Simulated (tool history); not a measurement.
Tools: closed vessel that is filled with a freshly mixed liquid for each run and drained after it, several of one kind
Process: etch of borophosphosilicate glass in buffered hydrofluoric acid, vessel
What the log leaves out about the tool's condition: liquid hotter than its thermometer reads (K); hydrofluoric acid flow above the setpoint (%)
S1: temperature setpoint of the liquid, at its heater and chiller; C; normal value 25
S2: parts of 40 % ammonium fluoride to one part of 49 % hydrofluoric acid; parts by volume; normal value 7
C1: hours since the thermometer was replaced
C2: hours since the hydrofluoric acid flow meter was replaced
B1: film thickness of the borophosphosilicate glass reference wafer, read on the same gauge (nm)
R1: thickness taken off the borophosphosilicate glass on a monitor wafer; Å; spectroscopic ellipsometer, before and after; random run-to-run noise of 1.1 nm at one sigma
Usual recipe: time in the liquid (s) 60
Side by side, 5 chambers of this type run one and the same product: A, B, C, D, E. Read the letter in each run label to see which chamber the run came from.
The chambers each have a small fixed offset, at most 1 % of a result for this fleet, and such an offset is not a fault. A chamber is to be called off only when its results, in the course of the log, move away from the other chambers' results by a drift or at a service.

Run 1D, day 0.288: usual settings; C1 1247.5; C2 740.4; B1 130.01. Result: R1 1098.2 Å.
Run 2B, day 0.821: usual settings; C1 869.5; C2 570.8; B1 130.03. Result: R1 1135.8 Å.
Run 3A, day 1.275: usual settings; C1 808.3; C2 254.1; B1 130.01. Result: R1 1090.6 Å.
Run 4E, day 1.604: usual settings; C1 1482.7; C2 126.4; B1 129.99. Result: R1 1101.5 Å.
Run 5C, day 2.154: usual settings but S1 28.5 C; C1 745.7; C2 404.2; B1 130.02. Result: R1 1304.4 Å.
Run 6D, day 2.558: usual settings but S1 28.5 C; C1 1302; C2 794.9; B1 129.98. Result: R1 1327 Å.
Run 7A, day 2.8: usual settings but S1 28.5 C; C1 844.9; C2 290.7; B1 130. Result: R1 1338.6 Å.
Run 8C, day 3.212: usual settings but S1 28.5 C; C1 771.1; C2 429.6; B1 130.02. Result: R1 1314.7 Å.
Run 9E, day 3.708: usual settings but S1 28.5 C; C1 1533.2; C2 176.9; B1 129.99. Result: R1 1330.4 Å.
Run 10B, day 4.092: usual settings; C1 948; C2 649.3; B1 129.98. Result: R1 1122.8 Å.
Run 11E, day 4.383: usual settings; C1 1549.4; C2 193.1; B1 130.03. Result: R1 1133 Å.
At day 4.508: chamber D: hydrofluoric acid flow meter replaced.
Run 12C, day 4.762: usual settings; C1 808.3; C2 466.8; B1 129.99. Result: R1 1114.3 Å.
At day 5.271: chamber B: hydrofluoric acid flow meter replaced.
Run 13B, day 5.296: usual settings; C1 976.9; C2 0.6; B1 130. Result: R1 1123.6 Å.
Run 14A, day 5.675: usual settings; C1 913.9; C2 359.7; B1 130.01. Result: R1 1107.6 Å.
Run 15D, day 6.129: usual settings but S2 5.5 parts by volume, time in the liquid (s) 45; C1 1387.7; C2 39; B1 130. Result: R1 1007.7 Å.
Run 16E, day 6.462: usual settings but S2 5.5 parts by volume, time in the liquid (s) 45; C1 1599.3; C2 243; B1 130. Result: R1 1027.8 Å.
Run 17D, day 6.738: usual settings but S2 5.5 parts by volume, time in the liquid (s) 45; C1 1402.3; C2 53.6; B1 130.01. Result: R1 1037.6 Å.
Run 18B, day 7.2: usual settings but S2 5.5 parts by volume, time in the liquid (s) 45; C1 1022.6; C2 46.3; B1 130.04. Result: R1 1027.2 Å.
Run 19A, day 7.504: usual settings but S2 5.5 parts by volume, time in the liquid (s) 45; C1 957.8; C2 403.6; B1 129.99. Result: R1 1021.1 Å.
Run 20C, day 7.812: usual settings; C1 881.5; C2 540; B1 129.99. Result: R1 1105.4 Å.
Run 21C, day 8.167: usual settings; C1 890; C2 548.5; B1 129.98. Result: R1 1101.2 Å.
Run 22E, day 8.704: usual settings; C1 1653.1; C2 296.8; B1 130. Result: R1 1112.4 Å.
Run 23D, day 9.025: usual settings; C1 1457.2; C2 108.5; B1 130.03. Result: R1 1080.3 Å.
At day 9.288: chamber A: hydrofluoric acid flow meter replaced.
Run 24B, day 9.425: usual settings; C1 1076; C2 99.7; B1 130.01. Result: R1 1108.8 Å.
Run 25A, day 9.804: usual settings; C1 1013; C2 12.5; B1 129.99. Result: R1 1117.9 Å.
Run 26D, day 10.238: usual settings; C1 1486.3; C2 137.6; B1 130.01. Result: R1 1103 Å.
Run 27B, day 10.567: usual settings; C1 1103.4; C2 127.1; B1 129.99. Result: R1 1122.3 Å.
Run 28A, day 11.088: usual settings but S1 27 C; C1 1043.8; C2 43.3; B1 129.97. Result: R1 1223.8 Å.
Run 29E, day 11.562: usual settings but S1 27 C; C1 1721.7; C2 365.4; B1 130.02. Result: R1 1212.3 Å.
Run 30C, day 11.975: usual settings but S1 27 C; C1 981.4; C2 639.9; B1 130. Result: R1 1208.5 Å.
At day 12.296: chamber C: hydrofluoric acid flow meter replaced.
Run 31E, day 12.404: usual settings but S1 27 C; C1 1741.9; C2 385.6; B1 129.98. Result: R1 1241.5 Å.
Run 32A, day 12.942: usual settings but S1 27 C; C1 1088.3; C2 87.8; B1 130.04. Result: R1 1236.7 Å.
Run 33C, day 13.212: usual settings; C1 1011.1; C2 22; B1 129.98. Result: R1 1111.6 Å.
Run 34D, day 13.471: usual settings; C1 1563.9; C2 215.2; B1 130.02. Result: R1 1093.3 Å.
Run 35B, day 13.979: usual settings; C1 1185.3; C2 209; B1 130.03. Result: R1 1117 Å.
Run 36D, day 14.504: usual settings; C1 1588.7; C2 240; B1 129.99. Result: R1 1093 Å.
At day 14.758: chamber E: hydrofluoric acid flow meter replaced.
Run 37C, day 14.921: usual settings; C1 1052.1; C2 63; B1 129.96. Result: R1 1084 Å.
Run 38B, day 15.196: usual settings but S1 22.5 C, time in the liquid (s) 30; C1 1214.5; C2 238.2; B1 129.99. Result: R1 481.19 Å.
Run 39A, day 15.717: usual settings but S1 22.5 C, time in the liquid (s) 30; C1 1154.9; C2 154.4; B1 129.98. Result: R1 488.11 Å.
Run 40E, day 16.092: usual settings but S1 22.5 C, time in the liquid (s) 30; C1 1830.4; C2 32; B1 130.01. Result: R1 491.54 Å.

Predict what each chamber gives when all 5 of them run the settings below next.
Run 41A, day 16.488: usual settings but time in the liquid (s) 90. Result: R1 ?.
Run 41B, day 16.488: usual settings but time in the liquid (s) 90. Result: R1 ?.
Run 41C, day 16.488: usual settings but time in the liquid (s) 90. Result: R1 ?.
Run 41D, day 16.488: usual settings but time in the liquid (s) 90. Result: R1 ?.
Run 41E, day 16.488: usual settings but time in the liquid (s) 90. Result: R1 ?.

run      R1
41A  1672.1
41B  1665.4
41C  1660.5
41D  1658.3
41E  1656.1

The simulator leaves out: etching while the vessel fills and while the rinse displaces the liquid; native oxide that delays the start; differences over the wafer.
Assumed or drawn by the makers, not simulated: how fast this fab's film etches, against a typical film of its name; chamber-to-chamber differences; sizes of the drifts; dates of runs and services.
